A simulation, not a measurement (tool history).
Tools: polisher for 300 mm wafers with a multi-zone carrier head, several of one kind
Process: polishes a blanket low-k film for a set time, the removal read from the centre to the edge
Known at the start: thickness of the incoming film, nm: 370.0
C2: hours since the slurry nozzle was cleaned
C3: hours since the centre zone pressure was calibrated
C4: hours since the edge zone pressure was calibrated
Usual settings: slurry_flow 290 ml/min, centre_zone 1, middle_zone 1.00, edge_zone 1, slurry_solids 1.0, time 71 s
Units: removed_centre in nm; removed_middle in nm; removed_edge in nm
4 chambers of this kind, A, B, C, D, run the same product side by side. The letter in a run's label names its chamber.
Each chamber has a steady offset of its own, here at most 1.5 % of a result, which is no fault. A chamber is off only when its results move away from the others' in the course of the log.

run 1C hour=4.1 | slurry_flow=290 centre_zone=1 middle_zone=1.00 edge_zone=1 slurry_solids=1.0 time=71 | wafers_polished_on_this_pad=128 C2=509.8 C3=58.2 C4=359.8 | removed_centre=28.050 removed_middle=28.226 removed_edge=27.815
run 2A hour=7.9 | slurry_flow=290 centre_zone=1 middle_zone=1.00 edge_zone=1 slurry_solids=1.0 time=71 | wafers_polished_on_this_pad=190 C2=42.4 C3=238.6 C4=444.7 | removed_centre=27.796 removed_middle=27.983 removed_edge=27.653
run 3B hour=13.6 | slurry_flow=290 centre_zone=1 middle_zone=1.00 edge_zone=1 slurry_solids=1.0 time=71 | wafers_polished_on_this_pad=499 C2=137.2 C3=451.2 C4=622.2 | removed_centre=27.775 removed_middle=28.113 removed_edge=28.076
run 4D hour=19.4 | slurry_flow=290 centre_zone=1 middle_zone=1.00 edge_zone=1 slurry_solids=1.0 time=71 | wafers_polished_on_this_pad=951 C2=315.2 C3=128.0 C4=731.5 | removed_centre=28.329 removed_middle=27.544 removed_edge=27.909
-- hour=20.5 chamber B: worn pad replaced by a new one
run 5C hour=23.9 | slurry_flow=290 centre_zone=1 middle_zone=1.00 edge_zone=1 slurry_solids=1.0 time=71 | wafers_polished_on_this_pad=329 C2=529.6 C3=78.0 C4=379.6 | removed_centre=27.514 removed_middle=27.350 removed_edge=27.224
run 6A hour=30.0 | slurry_flow=290 centre_zone=1 middle_zone=1.00 edge_zone=1 slurry_solids=1.0 time=71 | wafers_polished_on_this_pad=415 C2=64.5 C3=260.7 C4=466.8 | removed_centre=27.691 removed_middle=27.627 removed_edge=27.739
run 7D hour=32.8 | slurry_flow=290 centre_zone=1 middle_zone=1.00 edge_zone=1 slurry_solids=1.0 time=71 | wafers_polished_on_this_pad=1087 C2=328.6 C3=141.4 C4=744.9 | removed_centre=28.448 removed_middle=28.065 removed_edge=27.717
run 8B hour=35.7 | slurry_flow=290 centre_zone=1 middle_zone=1.00 edge_zone=1 slurry_solids=1.0 time=71 | wafers_polished_on_this_pad=154 C2=159.3 C3=473.3 C4=644.3 | removed_centre=27.799 removed_middle=27.867 removed_edge=27.591
run 9A hour=38.4 | slurry_flow=290 centre_zone=1 middle_zone=1.00 edge_zone=1 slurry_solids=1.0 time=87 | wafers_polished_on_this_pad=500 C2=72.9 C3=269.1 C4=475.2 | removed_centre=34.608 removed_middle=33.692 removed_edge=33.813
run 10D hour=43.4 | slurry_flow=290 centre_zone=1 middle_zone=1.00 edge_zone=1 slurry_solids=1.0 time=87 | wafers_polished_on_this_pad=1195 C2=339.2 C3=152.0 C4=755.5 | removed_centre=35.003 removed_middle=33.597 removed_edge=34.260
run 11B hour=49.6 | slurry_flow=290 centre_zone=1 middle_zone=1.00 edge_zone=1 slurry_solids=1.0 time=87 | wafers_polished_on_this_pad=295 C2=173.2 C3=487.2 C4=658.2 | removed_centre=34.164 removed_middle=34.239 removed_edge=34.150
-- hour=51.7 chamber D: worn pad replaced by a new one
run 12C hour=55.6 | slurry_flow=290 centre_zone=1 middle_zone=1.00 edge_zone=1 slurry_solids=1.0 time=87 | wafers_polished_on_this_pad=651 C2=561.3 C3=109.7 C4=411.3 | removed_centre=33.525 removed_middle=34.635 removed_edge=33.930
run 13A hour=61.9 | slurry_flow=290 centre_zone=1 middle_zone=1.06 edge_zone=1 slurry_solids=0.9 time=71 | wafers_polished_on_this_pad=739 C2=96.4 C3=292.6 C4=498.7 | removed_centre=26.181 removed_middle=27.715 removed_edge=26.424
run 14B hour=64.8 | slurry_flow=290 centre_zone=1 middle_zone=1.06 edge_zone=1 slurry_solids=0.9 time=71 | wafers_polished_on_this_pad=450 C2=188.4 C3=502.4 C4=673.4 | removed_centre=26.973 removed_middle=28.647 removed_edge=26.393
run 15D hour=67.8 | slurry_flow=290 centre_zone=1 middle_zone=1.06 edge_zone=1 slurry_solids=0.9 time=71 | wafers_polished_on_this_pad=164 C2=363.6 C3=176.4 C4=779.9 | removed_centre=27.508 removed_middle=27.876 removed_edge=26.318
run 16C hour=73.7 | slurry_flow=290 centre_zone=1 middle_zone=1.06 edge_zone=1 slurry_solids=0.9 time=71 | wafers_polished_on_this_pad=835 C2=579.4 C3=127.8 C4=429.4 | removed_centre=26.293 removed_middle=28.067 removed_edge=26.083
-- hour=77.9 chamber B: worn pad replaced by a new one
run 17C hour=80.0 | slurry_flow=290 centre_zone=1 middle_zone=1.00 edge_zone=1 slurry_solids=1.0 time=71 | wafers_polished_on_this_pad=899 C2=585.7 C3=134.1 C4=435.7 | removed_centre=27.240 removed_middle=27.835 removed_edge=27.307
run 18D hour=83.1 | slurry_flow=290 centre_zone=1 middle_zone=1.00 edge_zone=1 slurry_solids=1.0 time=71 | wafers_polished_on_this_pad=319 C2=378.9 C3=191.7 C4=795.2 | removed_centre=29.569 removed_middle=27.646 removed_edge=27.978
run 19B hour=88.1 | slurry_flow=290 centre_zone=1 middle_zone=1.00 edge_zone=1 slurry_solids=1.0 time=71 | wafers_polished_on_this_pad=104 C2=211.7 C3=525.7 C4=696.7 | removed_centre=27.837 removed_middle=28.005 removed_edge=27.621
-- hour=90.7 chamber A: worn pad replaced by a new one
run 20A hour=94.2 | slurry_flow=290 centre_zone=1 middle_zone=1.00 edge_zone=1 slurry_solids=1.0 time=71 | wafers_polished_on_this_pad=36 C2=128.7 C3=324.9 C4=531.0 | removed_centre=27.680 removed_middle=28.263 removed_edge=27.608
run 21B hour=97.7 | slurry_flow=290 centre_zone=1 middle_zone=0.94 edge_zone=1 slurry_solids=1.0 time=50 | wafers_polished_on_this_pad=201 C2=221.3 C3=535.3 C4=706.3 | removed_centre=19.386 removed_middle=19.009 removed_edge=19.705
run 22D hour=100.8 | slurry_flow=290 centre_zone=1 middle_zone=0.94 edge_zone=1 slurry_solids=1.0 time=50 | wafers_polished_on_this_pad=499 C2=396.6 C3=209.4 C4=812.9 | removed_centre=20.989 removed_middle=18.538 removed_edge=19.627
run 23C hour=105.8 | slurry_flow=290 centre_zone=1 middle_zone=0.94 edge_zone=1 slurry_solids=1.0 time=50 | wafers_polished_on_this_pad=1161 C2=611.5 C3=159.9 C4=461.5 | removed_centre=19.239 removed_middle=18.405 removed_edge=19.313
run 24A hour=110.1 | slurry_flow=290 centre_zone=1 middle_zone=0.94 edge_zone=1 slurry_solids=1.0 time=50 | wafers_polished_on_this_pad=197 C2=144.6 C3=340.8 C4=546.9 | removed_centre=19.520 removed_middle=18.589 removed_edge=19.870
run 25B hour=114.9 | slurry_flow=290 centre_zone=1 middle_zone=1.00 edge_zone=1 slurry_solids=1.0 time=71 | wafers_polished_on_this_pad=376 C2=238.5 C3=552.5 C4=723.5 | removed_centre=28.083 removed_middle=28.016 removed_edge=27.658

Next, every chamber runs the same settings. What will each give?
run 26A hour=119.5 | slurry_flow=290 centre_zone=1 middle_zone=1.00 edge_zone=1 slurry_solids=1.0 time=71 | removed_centre=? removed_middle=? removed_edge=?
run 26B hour=119.5 | slurry_flow=290 centre_zone=1 middle_zone=1.00 edge_zone=1 slurry_solids=1.0 time=71 | removed_centre=? removed_middle=? removed_edge=?
run 26C hour=119.5 | slurry_flow=290 centre_zone=1 middle_zone=1.00 edge_zone=1 slurry_solids=1.0 time=71 | removed_centre=? removed_middle=? removed_edge=?
run 26D hour=119.5 | slurry_flow=290 centre_zone=1 middle_zone=1.00 edge_zone=1 slurry_solids=1.0 time=71 | removed_centre=? removed_middle=? removed_edge=?

run=26A removed_centre=27.586 removed_middle=27.690 removed_edge=27.825
run=26B removed_centre=27.968 removed_middle=28.448 removed_edge=27.863
run=26C removed_centre=27.981 removed_middle=27.954 removed_edge=27.766
run=26D removed_centre=30.478 removed_middle=28.150 removed_edge=28.023
